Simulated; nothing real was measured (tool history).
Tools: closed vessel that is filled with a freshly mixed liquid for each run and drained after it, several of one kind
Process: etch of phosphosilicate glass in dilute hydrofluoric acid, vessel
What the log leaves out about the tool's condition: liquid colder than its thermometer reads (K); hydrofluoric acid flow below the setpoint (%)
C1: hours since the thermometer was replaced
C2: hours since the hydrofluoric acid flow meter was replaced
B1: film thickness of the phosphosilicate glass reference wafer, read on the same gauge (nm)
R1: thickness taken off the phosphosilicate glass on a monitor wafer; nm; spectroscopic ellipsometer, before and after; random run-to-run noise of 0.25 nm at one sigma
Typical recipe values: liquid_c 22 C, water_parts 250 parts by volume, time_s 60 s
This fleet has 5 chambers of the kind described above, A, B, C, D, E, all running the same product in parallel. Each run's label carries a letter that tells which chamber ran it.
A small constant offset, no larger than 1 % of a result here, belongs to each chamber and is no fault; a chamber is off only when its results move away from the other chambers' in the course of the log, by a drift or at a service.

{"run": "1E", "hour": 5.5, "liquid_c": 22, "water_parts": 250, "time_s": 60, "C1": 2263.4, "C2": 445.8, "B1": 30.049, "R1": 37.816}
{"run": "2C", "hour": 9.9, "liquid_c": 22, "water_parts": 250, "time_s": 60, "C1": 2300.5, "C2": 553.6, "B1": 29.996, "R1": 38.354}
{"run": "3B", "hour": 14.8, "liquid_c": 22, "water_parts": 250, "time_s": 60, "C1": 2227.1, "C2": 503.6, "B1": 30.023, "R1": 37.759}
{"run": "4D", "hour": 18.5, "liquid_c": 22, "water_parts": 250, "time_s": 60, "C1": 550.7, "C2": 421.7, "B1": 29.984, "R1": 37.606}
{"run": "5A", "hour": 23.1, "liquid_c": 22, "water_parts": 250, "time_s": 60, "C1": 1494.1, "C2": 944.6, "B1": 30.027, "R1": 37.52}
{"run": "6C", "hour": 28.5, "liquid_c": 22, "water_parts": 250, "time_s": 60, "C1": 2319.1, "C2": 572.2, "B1": 30.007, "R1": 38.057}
{"run": "7D", "hour": 35.2, "liquid_c": 22, "water_parts": 250, "time_s": 60, "C1": 567.4, "C2": 438.4, "B1": 29.992, "R1": 37.728}
{"run": "8A", "hour": 41.4, "liquid_c": 22, "water_parts": 250, "time_s": 60, "C1": 1512.4, "C2": 962.9, "B1": 29.994, "R1": 37.771}
{"run": "9B", "hour": 49.7, "liquid_c": 22, "water_parts": 250, "time_s": 60, "C1": 2262, "C2": 538.5, "B1": 30.021, "R1": 37.606}
{"run": "10E", "hour": 54.9, "liquid_c": 22, "water_parts": 250, "time_s": 60, "C1": 2312.8, "C2": 495.2, "B1": 29.984, "R1": 37.546}
{"run": "11C", "hour": 62.5, "liquid_c": 22, "water_parts": 250, "time_s": 60, "C1": 2353.1, "C2": 606.2, "B1": 30.001, "R1": 38.042}
{"run": "12A", "hour": 69.3, "liquid_c": 22, "water_parts": 250, "time_s": 60, "C1": 1540.3, "C2": 990.8, "B1": 30.024, "R1": 37.648}
{"run": "13D", "hour": 73.2, "liquid_c": 22, "water_parts": 250, "time_s": 60, "C1": 605.4, "C2": 476.4, "B1": 29.979, "R1": 37.668}
{"run": "14B", "hour": 77.9, "liquid_c": 26.5, "water_parts": 250, "time_s": 60, "C1": 2290.2, "C2": 566.7, "B1": 29.99, "R1": 44.41}
{"hour": 79.5, "done": "chamber C: thermometer replaced"}
{"run": "15E", "hour": 85.6, "liquid_c": 26.5, "water_parts": 250, "time_s": 60, "C1": 2343.5, "C2": 525.9, "B1": 30.01, "R1": 43.915}
{"run": "16E", "hour": 93.1, "liquid_c": 26.5, "water_parts": 250, "time_s": 60, "C1": 2351, "C2": 533.4, "B1": 29.995, "R1": 43.904}
{"run": "17D", "hour": 99.7, "liquid_c": 26.5, "water_parts": 250, "time_s": 60, "C1": 631.9, "C2": 502.9, "B1": 29.998, "R1": 44.288}
{"run": "18A", "hour": 103.7, "liquid_c": 26.5, "water_parts": 250, "time_s": 60, "C1": 1574.7, "C2": 1025.2, "B1": 30.013, "R1": 43.84}
{"run": "19B", "hour": 108.0, "liquid_c": 22, "water_parts": 250, "time_s": 60, "C1": 2320.3, "C2": 596.8, "B1": 29.988, "R1": 37.555}
{"run": "20C", "hour": 111.8, "liquid_c": 22, "water_parts": 250, "time_s": 60, "C1": 32.4, "C2": 655.5, "B1": 29.991, "R1": 38.402}
{"run": "21D", "hour": 116.5, "liquid_c": 22, "water_parts": 250, "time_s": 60, "C1": 648.7, "C2": 519.7, "B1": 29.971, "R1": 37.786}
{"run": "22A", "hour": 120.3, "liquid_c": 22, "water_parts": 250, "time_s": 60, "C1": 1591.3, "C2": 1041.8, "B1": 30.002, "R1": 37.93}
{"run": "23B", "hour": 128.4, "liquid_c": 22, "water_parts": 250, "time_s": 60, "C1": 2340.7, "C2": 617.2, "B1": 30.014, "R1": 37.753}
{"run": "24C", "hour": 135.0, "liquid_c": 22, "water_parts": 250, "time_s": 60, "C1": 55.6, "C2": 678.7, "B1": 29.998, "R1": 37.993}
{"run": "25E", "hour": 141.1, "liquid_c": 22, "water_parts": 250, "time_s": 50, "C1": 2399, "C2": 581.4, "B1": 29.986, "R1": 30.778}
{"run": "26A", "hour": 146.8, "liquid_c": 22, "water_parts": 250, "time_s": 50, "C1": 1617.8, "C2": 1068.3, "B1": 29.962, "R1": 31.589}
{"run": "27D", "hour": 155.2, "liquid_c": 22, "water_parts": 250, "time_s": 50, "C1": 687.4, "C2": 558.4, "B1": 30.008, "R1": 31.483}
{"run": "28B", "hour": 160.7, "liquid_c": 22, "water_parts": 250, "time_s": 50, "C1": 2373, "C2": 649.5, "B1": 30.01, "R1": 31.382}
{"run": "29C", "hour": 167.1, "liquid_c": 22, "water_parts": 250, "time_s": 50, "C1": 87.7, "C2": 710.8, "B1": 29.98, "R1": 31.664}
{"run": "30E", "hour": 175.2, "liquid_c": 22, "water_parts": 250, "time_s": 60, "C1": 2433.1, "C2": 615.5, "B1": 29.976, "R1": 36.459}
{"run": "31C", "hour": 180.5, "liquid_c": 22, "water_parts": 250, "time_s": 60, "C1": 101.1, "C2": 724.2, "B1": 30.002, "R1": 37.64}
{"run": "32D", "hour": 185.1, "liquid_c": 22, "water_parts": 250, "time_s": 60, "C1": 717.3, "C2": 588.3, "B1": 29.995, "R1": 37.86}
{"run": "33A", "hour": 189.7, "liquid_c": 22, "water_parts": 250, "time_s": 60, "C1": 1660.7, "C2": 1111.2, "B1": 29.992, "R1": 37.784}
{"run": "34B", "hour": 197.3, "liquid_c": 20.5, "water_parts": 335, "time_s": 60, "C1": 2409.6, "C2": 686.1, "B1": 29.987, "R1": 25.01}
{"run": "35E", "hour": 202.4, "liquid_c": 20.5, "water_parts": 335, "time_s": 60, "C1": 2460.3, "C2": 642.7, "B1": 29.977, "R1": 23.788}
{"run": "36E", "hour": 208.1, "liquid_c": 20.5, "water_parts": 335, "time_s": 60, "C1": 2466, "C2": 648.4, "B1": 29.995, "R1": 23.688}

Is one chamber out of step, is the gauge drifting, or do the chambers differ by no more than their own small offsets? For an off chamber, give its letter and the likeliest cause.

It is chamber E that slowly wanders off from its peers.
Likeliest cause: hydrofluoric acid flow below the setpoint (%) = 3.78.
With only this log, it may be confused with: liquid colder than its thermometer reads (K).

Below are 4 candidate recipes for chamber E's next run, each the usual settings with a change, their results shown as question marks. Which of them brings E's results back in line with what the other chambers give on the usual settings?
To be in line, a result may differ from the other chambers' mean on the usual settings by at most: R1 0.88 nm
{"run": "37E-1", "hour": 214.1, "liquid_c": 22, "water_parts": 270, "time_s": 60, "R1": "?"}
{"run": "37E-2", "hour": 214.1, "liquid_c": 23.5, "water_parts": 250, "time_s": 60, "R1": "?"}
{"run": "37E-3", "hour": 214.1, "liquid_c": 24.5, "water_parts": 250, "time_s": 60, "R1": "?"}
{"run": "37E-4", "hour": 214.1, "liquid_c": 22, "water_parts": 260, "time_s": 60, "R1": "?"}

Usual-settings mean across the other chambers: R1 37.801 nm
run=37E-1 R1=32.693
run=37E-2 R1=38.063
run=37E-3 R1=39.457
run=37E-4 R1=34.286
37E-2 is the one that brings the chamber's results back in line with the other chambers.
